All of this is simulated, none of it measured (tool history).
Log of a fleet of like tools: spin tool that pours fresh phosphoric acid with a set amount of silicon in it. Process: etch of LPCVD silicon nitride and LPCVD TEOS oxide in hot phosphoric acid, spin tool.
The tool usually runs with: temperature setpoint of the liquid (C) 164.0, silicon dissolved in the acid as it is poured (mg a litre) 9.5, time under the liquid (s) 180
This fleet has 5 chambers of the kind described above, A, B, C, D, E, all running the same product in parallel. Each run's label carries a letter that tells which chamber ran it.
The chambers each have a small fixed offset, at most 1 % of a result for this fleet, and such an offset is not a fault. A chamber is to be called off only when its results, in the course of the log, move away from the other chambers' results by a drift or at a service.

run	hour	temperature setpoint of the liquid (C)	silicon dissolved in the acid as it is poured (mg a litre)	time under the liquid (s)	read-back film thickness of the LPCVD silicon nitride reference wafer, read on the same gauge (nm)	read-back film thickness of the LPCVD TEOS oxide reference wafer, read on the same gauge (nm)	thickness taken off the LPCVD silicon nitride on a monitor wafer (Å)	thickness taken off the LPCVD TEOS oxide on a monitor wafer (Å)
1E	4.7	164.0	9.5	180	29.997	79.991	166.550	4.8627
2B	12.5	164.0	9.5	180	30.042	79.996	167.840	4.9120
3A	17.5	164.0	9.5	180	29.976	80.003	169.400	5.0433
4C	21.3	164.0	9.5	180	29.989	80.023	169.420	5.1996
5D	25.2	164.0	9.5	180	29.992	80.015	170.990	5.0675
# hour 25.6: chamber E: thermometer replaced
6E	31.2	164.0	9.5	180	30.013	79.992	166.840	5.3387
7B	37.7	164.0	9.5	180	29.984	80.020	168.270	5.0650
8A	44.0	164.0	9.5	180	30.000	80.010	166.080	4.9323
9C	48.9	164.0	9.5	180	30.021	80.011	170.890	4.9987
10D	54.3	164.0	9.5	180	30.035	80.008	170.230	5.1404
11C	61.7	164.0	9.5	100	30.002	79.990	94.397	2.9151
12B	66.5	164.0	9.5	100	30.011	79.997	94.388	2.6271
13A	74.3	164.0	9.5	100	30.045	79.989	94.631	2.8666
14E	78.1	164.0	9.5	100	29.941	80.017	92.226	2.9866
15D	84.4	164.0	9.5	100	29.976	79.996	93.332	2.8741
16C	92.6	164.0	9.5	180	29.991	79.996	168.840	4.7861
17D	97.0	164.0	9.5	180	30.002	80.015	168.820	5.4053
18E	103.5	164.0	9.5	180	30.008	79.995	166.520	4.8770
19B	107.2	164.0	9.5	180	29.943	80.010	173.830	5.0019
20A	111.7	164.0	9.5	260	29.999	80.002	244.460	7.3580
21D	118.5	164.0	9.5	260	29.967	79.994	243.380	6.8893
22A	122.7	164.0	9.5	260	30.049	79.974	242.330	7.1904
23B	127.6	164.0	9.5	260	30.003	79.997	253.210	8.1913
24C	131.8	164.0	9.5	260	29.998	79.995	245.810	7.2598
25E	139.6	164.0	9.5	180	30.061	79.995	166.460	5.1959
26D	144.4	164.0	9.5	265	29.945	79.992	249.500	7.1953
27E	149.4	164.0	9.5	265	30.044	80.002	247.980	7.5601
28C	153.3	164.0	9.5	265	30.012	80.003	250.720	7.9648
29A	158.3	164.0	9.5	265	30.047	79.992	247.020	8.0601
30B	165.2	164.0	9.5	265	29.963	79.997	257.790	8.6245
31E	169.4	164.0	9.5	180	29.991	79.989	168.630	4.7828
32A	177.8	164.0	9.5	180	29.979	80.008	169.650	5.0597
33B	185.8	164.0	9.5	180	29.986	80.009	178.000	5.7086

Next, all 5 chambers run the settings below, one line each with question marks for the results. What does each chamber give?
34A	192.0	162.5	9.5	180			?	?
34B	192.0	162.5	9.5	180			?	?
34C	192.0	162.5	9.5	180			?	?
34D	192.0	162.5	9.5	180			?	?
34E	192.0	162.5	9.5	180			?	?

run	thickness taken off the LPCVD silicon nitride on a monitor wafer (Å)	thickness taken off the LPCVD TEOS oxide on a monitor wafer (Å)
34A	161.370	4.4847
34B	169.760	5.2082
34C	160.570	4.7507
34D	159.450	4.2501
34E	162.790	4.1572

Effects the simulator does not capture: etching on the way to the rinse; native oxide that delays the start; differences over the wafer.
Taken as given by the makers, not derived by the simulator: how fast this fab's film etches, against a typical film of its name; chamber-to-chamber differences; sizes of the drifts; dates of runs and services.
